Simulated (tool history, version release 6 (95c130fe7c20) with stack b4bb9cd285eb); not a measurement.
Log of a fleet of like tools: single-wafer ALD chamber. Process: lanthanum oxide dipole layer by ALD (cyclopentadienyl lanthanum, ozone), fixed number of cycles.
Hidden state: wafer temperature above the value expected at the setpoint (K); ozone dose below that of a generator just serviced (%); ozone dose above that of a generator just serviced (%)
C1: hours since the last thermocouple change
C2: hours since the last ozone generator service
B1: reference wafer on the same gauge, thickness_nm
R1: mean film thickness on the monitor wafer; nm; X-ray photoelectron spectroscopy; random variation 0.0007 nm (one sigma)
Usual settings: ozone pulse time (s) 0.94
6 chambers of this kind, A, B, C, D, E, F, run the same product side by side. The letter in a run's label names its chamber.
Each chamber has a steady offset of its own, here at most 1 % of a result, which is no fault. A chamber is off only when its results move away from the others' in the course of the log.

{"run": "1C", "day": 0.229, "ozone pulse time (s)": 0.94, "C1": 262.0, "C2": 826.1, "B1": 0.53695, "R1": 0.48697}
{"run": "2F", "day": 0.583, "ozone pulse time (s)": 0.94, "C1": 363.1, "C2": 733.1, "B1": 0.53705, "R1": 0.49309}
{"run": "3B", "day": 0.921, "ozone pulse time (s)": 0.94, "C1": 258.5, "C2": 933.7, "B1": 0.53733, "R1": 0.49182}
{"run": "4E", "day": 1.325, "ozone pulse time (s)": 0.94, "C1": 3122.4, "C2": 50.5, "B1": 0.53734, "R1": 0.49092}
{"run": "5A", "day": 1.638, "ozone pulse time (s)": 0.63, "C1": 1754.6, "C2": 1387.7, "B1": 0.53739, "R1": 0.41673}
{"run": "6D", "day": 1.954, "ozone pulse time (s)": 0.63, "C1": 905.8, "C2": 470.6, "B1": 0.5376, "R1": 0.41495}
{"run": "7A", "day": 2.4, "ozone pulse time (s)": 0.63, "C1": 1772.9, "C2": 1406.0, "B1": 0.53768, "R1": 0.41566}
{"run": "8B", "day": 2.738, "ozone pulse time (s)": 0.63, "C1": 302.1, "C2": 977.3, "B1": 0.53774, "R1": 0.41687}
{"run": "9F", "day": 3.104, "ozone pulse time (s)": 0.63, "C1": 423.6, "C2": 793.6, "B1": 0.53796, "R1": 0.41819}
{"run": "10E", "day": 3.392, "ozone pulse time (s)": 0.63, "C1": 3172.0, "C2": 100.1, "B1": 0.53786, "R1": 0.41364}
{"run": "11C", "day": 3.788, "ozone pulse time (s)": 1.26, "C1": 347.4, "C2": 911.5, "B1": 0.53791, "R1": 0.52994}
{"run": "12D", "day": 4.108, "ozone pulse time (s)": 1.26, "C1": 957.5, "C2": 522.3, "B1": 0.53809, "R1": 0.53166}
{"run": "13D", "day": 4.5, "ozone pulse time (s)": 1.26, "C1": 966.9, "C2": 531.7, "B1": 0.53804, "R1": 0.5327}
{"run": "14A", "day": 4.925, "ozone pulse time (s)": 1.26, "C1": 1833.5, "C2": 1466.6, "B1": 0.5381, "R1": 0.53781}
{"run": "15E", "day": 5.362, "ozone pulse time (s)": 1.26, "C1": 3219.3, "C2": 147.4, "B1": 0.53823, "R1": 0.53522}
{"run": "16C", "day": 5.808, "ozone pulse time (s)": 1.26, "C1": 395.9, "C2": 960.0, "B1": 0.53831, "R1": 0.52964}
{"run": "17B", "day": 6.154, "ozone pulse time (s)": 0.94, "C1": 384.1, "C2": 1059.3, "B1": 0.53842, "R1": 0.49281}
{"run": "18F", "day": 6.496, "ozone pulse time (s)": 0.94, "C1": 505.0, "C2": 875.0, "B1": 0.53852, "R1": 0.49242}
{"day": 6.525, "done": "chamber B: ozone generator serviced"}
{"run": "19B", "day": 6.812, "ozone pulse time (s)": 0.94, "C1": 399.9, "C2": 7.0, "B1": 0.53871, "R1": 0.49302}
{"run": "20E", "day": 7.025, "ozone pulse time (s)": 0.94, "C1": 3259.2, "C2": 187.3, "B1": 0.53866, "R1": 0.49413}
{"run": "21C", "day": 7.267, "ozone pulse time (s)": 0.94, "C1": 430.9, "C2": 995.0, "B1": 0.53886, "R1": 0.48806}
{"run": "22F", "day": 7.629, "ozone pulse time (s)": 0.94, "C1": 532.2, "C2": 902.2, "B1": 0.53878, "R1": 0.49493}
{"run": "23D", "day": 7.988, "ozone pulse time (s)": 0.94, "C1": 1050.6, "C2": 615.4, "B1": 0.53904, "R1": 0.49036}
{"run": "24A", "day": 8.367, "ozone pulse time (s)": 0.94, "C1": 1916.1, "C2": 1549.2, "B1": 0.53902, "R1": 0.49594}
{"run": "25B", "day": 8.675, "ozone pulse time (s)": 0.94, "C1": 444.6, "C2": 51.7, "B1": 0.53911, "R1": 0.49399}
{"run": "26A", "day": 9.108, "ozone pulse time (s)": 0.94, "C1": 1933.9, "C2": 1567.0, "B1": 0.53906, "R1": 0.49641}
{"day": 9.275, "done": "chamber D: ozone generator serviced"}
{"run": "27C", "day": 9.575, "ozone pulse time (s)": 0.94, "C1": 486.3, "C2": 1050.4, "B1": 0.53934, "R1": 0.48889}
{"run": "28D", "day": 9.858, "ozone pulse time (s)": 0.94, "C1": 1095.5, "C2": 14.1, "B1": 0.53951, "R1": 0.49127}
{"day": 10.092, "done": "chamber A: ozone generator serviced"}
{"run": "29E", "day": 10.142, "ozone pulse time (s)": 0.94, "C1": 3334.0, "C2": 262.1, "B1": 0.53934, "R1": 0.49177}
{"run": "30F", "day": 10.538, "ozone pulse time (s)": 0.94, "C1": 602.0, "C2": 972.0, "B1": 0.5397, "R1": 0.49544}
{"run": "31A", "day": 10.871, "ozone pulse time (s)": 0.94, "C1": 1976.2, "C2": 18.7, "B1": 0.53957, "R1": 0.49633}
{"run": "32E", "day": 11.175, "ozone pulse time (s)": 1.3, "C1": 3358.8, "C2": 286.9, "B1": 0.53961, "R1": 0.54012}
{"run": "33F", "day": 11.496, "ozone pulse time (s)": 1.3, "C1": 625.0, "C2": 995.0, "B1": 0.5399, "R1": 0.54038}
{"run": "34B", "day": 11.929, "ozone pulse time (s)": 1.3, "C1": 522.7, "C2": 129.8, "B1": 0.53956, "R1": 0.53947}
{"run": "35C", "day": 12.325, "ozone pulse time (s)": 1.3, "C1": 552.3, "C2": 1116.4, "B1": 0.54008, "R1": 0.53577}
{"run": "36D", "day": 12.646, "ozone pulse time (s)": 1.3, "C1": 1162.4, "C2": 81.0, "B1": 0.54017, "R1": 0.53723}
{"run": "37D", "day": 12.975, "ozone pulse time (s)": 1.3, "C1": 1170.3, "C2": 88.9, "B1": 0.53995, "R1": 0.53818}

What goes on in this fleet: one chamber off, a drifting gauge, or nothing beyond the chambers' own small offsets? Name the chamber and the cause, if any.

The gauge drifts, so all chambers seem to drift together. No chamber is off.
Cause: gauge reads high (%) = 0.588.
